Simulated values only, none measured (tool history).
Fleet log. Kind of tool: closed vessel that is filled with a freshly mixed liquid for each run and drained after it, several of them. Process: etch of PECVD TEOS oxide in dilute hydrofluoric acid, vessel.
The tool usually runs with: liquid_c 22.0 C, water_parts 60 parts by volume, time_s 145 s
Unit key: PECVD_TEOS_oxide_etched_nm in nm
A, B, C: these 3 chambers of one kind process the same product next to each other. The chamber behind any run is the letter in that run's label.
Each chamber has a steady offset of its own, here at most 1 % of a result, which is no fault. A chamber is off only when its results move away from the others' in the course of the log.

run   hour  liquid_c  water_parts  time_s  hours since the thermometer was replaced  hours since the hydrofluoric acid flow meter was replaced  read-back film thickness of the PECVD TEOS oxide reference wafer, read on the same gauge (nm)  PECVD_TEOS_oxide_etched_nm
 1C    5.4      22.0           60     145                                     997.9                                                      123.2                                                                                         39.990                      34.838
 2A   14.3      22.0           60     145                                    1581.7                                                     1010.2                                                                                         39.998                      34.739
 3B   20.7      22.0           60     145                                    1427.0                                                      732.3                                                                                         39.994                      34.900
 4C   25.7      22.0           60     145                                    1018.2                                                      143.5                                                                                         40.023                      34.862
 5B   32.0      22.0           60     145                                    1438.3                                                      743.6                                                                                         40.007                      34.810
 6A   40.0      22.0           60     145                                    1607.4                                                     1035.9                                                                                         39.992                      34.616
 7B   47.8      24.0           70     145                                    1454.1                                                      759.4                                                                                         39.999                      32.176
 8A   54.0      24.0           70     145                                    1621.4                                                     1049.9                                                                                         39.988                      31.937
 9C   59.9      24.0           70     145                                    1052.4                                                      177.7                                                                                         40.009                      32.030
10B   64.9      22.0           60     145                                    1471.2                                                      776.5                                                                                         40.001                      35.259
11C   72.4      22.0           60     145                                    1064.9                                                      190.2                                                                                         39.983                      34.826
12A   77.8      22.0           60     145                                    1645.2                                                     1073.7                                                                                         40.004                      34.865
13B   84.7      22.0           60     145                                    1491.0                                                      796.3                                                                                         39.990                      35.803
14C   90.5      22.0           60     145                                    1083.0                                                      208.3                                                                                         40.009                      34.763
15A   96.2      22.0           60     145                                    1663.6                                                     1092.1                                                                                         39.998                      34.735
16B  102.1      22.0           60     145                                    1508.4                                                      813.7                                                                                         39.992                      35.742
17A  106.9      22.0           70     220                                    1674.3                                                     1102.8                                                                                         40.011                      45.133
18C  113.1      22.0           70     220                                    1105.6                                                      230.9                                                                                         39.996                      44.639
19A  117.6      22.0           70     220                                    1685.0                                                     1113.5                                                                                         39.999                      44.796
20B  124.7      22.0           60     145                                    1531.0                                                      836.3                                                                                         39.978                      36.048
21C  132.6      22.0           60     110                                    1125.1                                                      250.4                                                                                         40.003                      26.436
22A  140.6      22.0           60     110                                    1708.0                                                     1136.5                                                                                         40.011                      26.279
23C  146.5      22.0           60     110                                    1139.0                                                      264.3                                                                                         40.022                      26.159
24B  152.4      22.0           60     145                                    1558.7                                                      864.0                                                                                         39.992                      36.530
25B  158.8      18.5           60     145                                    1565.1                                                      870.4                                                                                         40.006                      31.465
26A  166.8      18.5           60     145                                    1734.2                                                     1162.7                                                                                         39.985                      30.199
27C  175.3      18.5           60     145                                    1167.8                                                      293.1                                                                                         40.008                      29.651
28B  180.0      22.0           60     145                                    1586.3                                                      891.6                                                                                         40.020                      36.624

Which is it: a chamber that has drifted or been left off by a service, a gauge drift common to all chambers, or only each chamber's usual small offset? If a chamber is off, name it and its likeliest cause.

Little by little, chamber B moves away from the other chambers.
Most likely cause: liquid hotter than its thermometer reads (K) = 1.27.
It could be hard to tell apart here from: hydrofluoric acid flow above the setpoint (%).

Here are 4 candidates for chamber B's next run, each the usual settings with a change, their results left as question marks. Which one brings its results back in line with what the others give on the usual settings?
In-line tolerance around the mean of the other chambers on the usual settings: PECVD_TEOS_oxide_etched_nm 0.610 nm
29B-1  186.5      22.5           60     145                                                                                                                                                                                                                               ?
29B-2  186.5      23.5           60     145                                                                                                                                                                                                                               ?
29B-3  186.5      21.5           60     145                                                                                                                                                                                                                               ?
29B-4  186.5      20.5           60     145                                                                                                                                                                                                                               ?

Average result of the remaining chambers running the usual settings: PECVD_TEOS_oxide_etched_nm 34.804 nm
  run  PECVD_TEOS_oxide_etched_nm
29B-1                      37.806
29B-2                      39.410
29B-3                      36.270
29B-4                      34.784
29B-4 is the one that brings the chamber's results back in line with the other chambers.

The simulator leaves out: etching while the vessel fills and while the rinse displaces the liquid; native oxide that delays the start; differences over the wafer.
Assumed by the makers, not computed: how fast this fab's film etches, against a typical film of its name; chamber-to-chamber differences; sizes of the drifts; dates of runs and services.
